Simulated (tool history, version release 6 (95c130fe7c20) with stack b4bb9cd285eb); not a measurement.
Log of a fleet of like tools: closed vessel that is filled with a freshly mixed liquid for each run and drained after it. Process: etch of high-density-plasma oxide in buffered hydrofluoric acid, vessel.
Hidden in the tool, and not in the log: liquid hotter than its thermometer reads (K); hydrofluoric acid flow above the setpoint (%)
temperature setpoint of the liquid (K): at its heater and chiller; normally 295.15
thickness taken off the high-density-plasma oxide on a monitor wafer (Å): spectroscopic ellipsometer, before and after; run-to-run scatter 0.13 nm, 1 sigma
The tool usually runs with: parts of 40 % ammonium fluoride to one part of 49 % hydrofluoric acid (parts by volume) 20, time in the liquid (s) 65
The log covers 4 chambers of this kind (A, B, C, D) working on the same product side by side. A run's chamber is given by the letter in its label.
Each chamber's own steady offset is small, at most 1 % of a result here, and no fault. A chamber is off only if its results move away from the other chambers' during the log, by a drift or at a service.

run    day  temperature setpoint of the liquid (K)  parts of 40 % ammonium fluoride to one part of 49 % hydrofluoric acid (parts by volume)  time in the liquid (s)  hours since the thermometer was replaced  hours since the hydrofluoric acid flow meter was replaced  read-back film thickness of the high-density-plasma oxide reference wafer, read on the same gauge (nm)  thickness taken off the high-density-plasma oxide on a monitor wafer (Å)
 1B   0.25                                  295.15                                                                                       20                      65                                    1180.6                                                      400.8                                                                                                  119.98                                                                    432.55
 2A  0.412                                  295.15                                                                                       20                      65                                       832                                                      882.9                                                                                                  119.98                                                                     436.1
 3C    0.6                                  295.15                                                                                       20                      65                                     182.3                                                     1139.2                                                                                                  119.97                                                                    435.61
 4D  0.762                                  295.15                                                                                       20                      65                                    1035.6                                                     1653.6                                                                                                  120.01                                                                    437.27
 5B  0.925                                  295.15                                                                                       20                      35                                    1196.8                                                        417                                                                                                  120.03                                                                    233.02
 6A  1.146                                  295.15                                                                                       20                      35                                     849.6                                                      900.5                                                                                                  120.03                                                                    234.11
 7D  1.379                                  295.15                                                                                       20                      35                                    1050.4                                                     1668.4                                                                                                  119.99                                                                    234.45
 8C    1.6                                  295.15                                                                                       20                      35                                     206.3                                                     1163.2                                                                                                  120.04                                                                    235.21
 9A  1.838                                  295.15                                                                                       20                      65                                     866.2                                                      917.1                                                                                                  120.03                                                                    433.39
     1.975  -- chamber D: thermometer replaced
10C  1.992                                  295.15                                                                                       20                      65                                     215.7                                                     1172.6                                                                                                  120.02                                                                    439.42
11D  2.142                                  295.15                                                                                       20                      65                                         4                                                     1686.7                                                                                                  119.98                                                                    439.21
12B  2.362                                  295.15                                                                                       20                      65                                    1231.3                                                      451.5                                                                                                     120                                                                    431.16
13A  2.621                                  295.15                                                                                       20                      65                                       885                                                      935.9                                                                                                  119.97                                                                    433.96
14B  2.858                                  295.15                                                                                       20                      65                                    1243.2                                                      463.4                                                                                                     120                                                                    434.04
15C  3.025                                  295.15                                                                                       20                      65                                     240.5                                                     1197.4                                                                                                     120                                                                    435.75
16D  3.146                                  291.65                                                                                       20                      65                                      28.1                                                     1710.8                                                                                                     120                                                                    360.08
17D  3.362                                  291.65                                                                                       20                      65                                      33.3                                                       1716                                                                                                  120.01                                                                     361.5
18B  3.504                                  291.65                                                                                       20                      65                                    1258.7                                                      478.9                                                                                                  120.05                                                                    355.84
19C  3.692                                  291.65                                                                                       20                      65                                     256.5                                                     1213.4                                                                                                  120.04                                                                    359.94
20A  3.925                                  295.15                                                                                       20                      65                                     916.3                                                      967.2                                                                                                  120.06                                                                    434.93
21A  4.129                                  295.15                                                                                       20                      65                                     921.2                                                      972.1                                                                                                  120.02                                                                    434.32
22C  4.304                                  295.15                                                                                       20                      65                                     271.2                                                     1228.1                                                                                                  120.02                                                                    438.58
23D  4.529                                  295.15                                                                                       20                      65                                      61.3                                                       1744                                                                                                  120.04                                                                    440.94
24B    4.8                                  295.15                                                                                       20                      65                                    1289.8                                                        510                                                                                                     120                                                                     432.2
25C  5.042                                  295.15                                                                                       20                      65                                     288.9                                                     1245.8                                                                                                  120.03                                                                     438.4
26A  5.271                                  295.15                                                                                       20                      65                                     948.6                                                      999.5                                                                                                  119.98                                                                    436.22
27D  5.496                                  295.15                                                                                       20                      65                                      84.5                                                     1767.2                                                                                                  119.99                                                                    444.65
28B  5.625                                  295.15                                                                                       20                      65                                    1309.6                                                      529.8                                                                                                  120.07                                                                    433.17
29C  5.754                                  295.15                                                                                       20                      65                                       306                                                     1262.9                                                                                                  120.03                                                                    438.13
30A  6.008                                  295.15                                                                                       20                      65                                     966.3                                                     1017.2                                                                                                  120.01                                                                    438.12
31B  6.154                                  295.15                                                                                       20                      65                                    1322.3                                                      542.5                                                                                                  120.05                                                                    432.09
32D   6.35                                  295.15                                                                                       20                      30                                       105                                                     1787.7                                                                                                  120.01                                                                     205.6
33C   6.55                                  295.15                                                                                       20                      30                                     325.1                                                       1282                                                                                                  119.98                                                                    201.24
34D  6.796                                  295.15                                                                                       20                      30                                     115.7                                                     1798.4                                                                                                  119.97                                                                    206.09
35A  6.938                                  295.15                                                                                       20                      30                                     988.6                                                     1039.5                                                                                                  119.97                                                                    201.36

What goes on in this fleet: one chamber off, a drifting gauge, or nothing beyond the chambers' own small offsets? Name the chamber and the cause, if any.

Little by little, chamber D moves away from the other chambers.
Most likely cause: hydrofluoric acid flow above the setpoint (%) = 1.75.

Here are 4 candidates for chamber D's next run, each the usual settings with a change, their results left as question marks. Which one brings its results back in line with what the others give on the usual settings?
To be in line, a result may differ from the other chambers' mean on the usual settings by at most: thickness taken off the high-density-plasma oxide on a monitor wafer (Å) 4.6
36D-1  7.133                                  295.15                                                                                       19                      65                                                                                                                                                                                                                                                                                      ?
36D-2  7.133                                  294.65                                                                                     20.5                      65                                                                                                                                                                                                                                                                                      ?
36D-3  7.133                                  295.15                                                                                     20.5                      65                                                                                                                                                                                                                                                                                      ?
36D-4  7.133                                  295.15                                                                                     19.5                      65                                                                                                                                                                                                                                                                                      ?

Usual-settings mean across the other chambers: thickness taken off the high-density-plasma oxide on a monitor wafer (Å) 435.12
  run  thickness taken off the high-density-plasma oxide on a monitor wafer (Å)
36D-1                                                                    468.87
36D-2                                                                    424.42
36D-3                                                                    436.37
36D-4                                                                    457.19
36D-3 brings the chamber back in line.
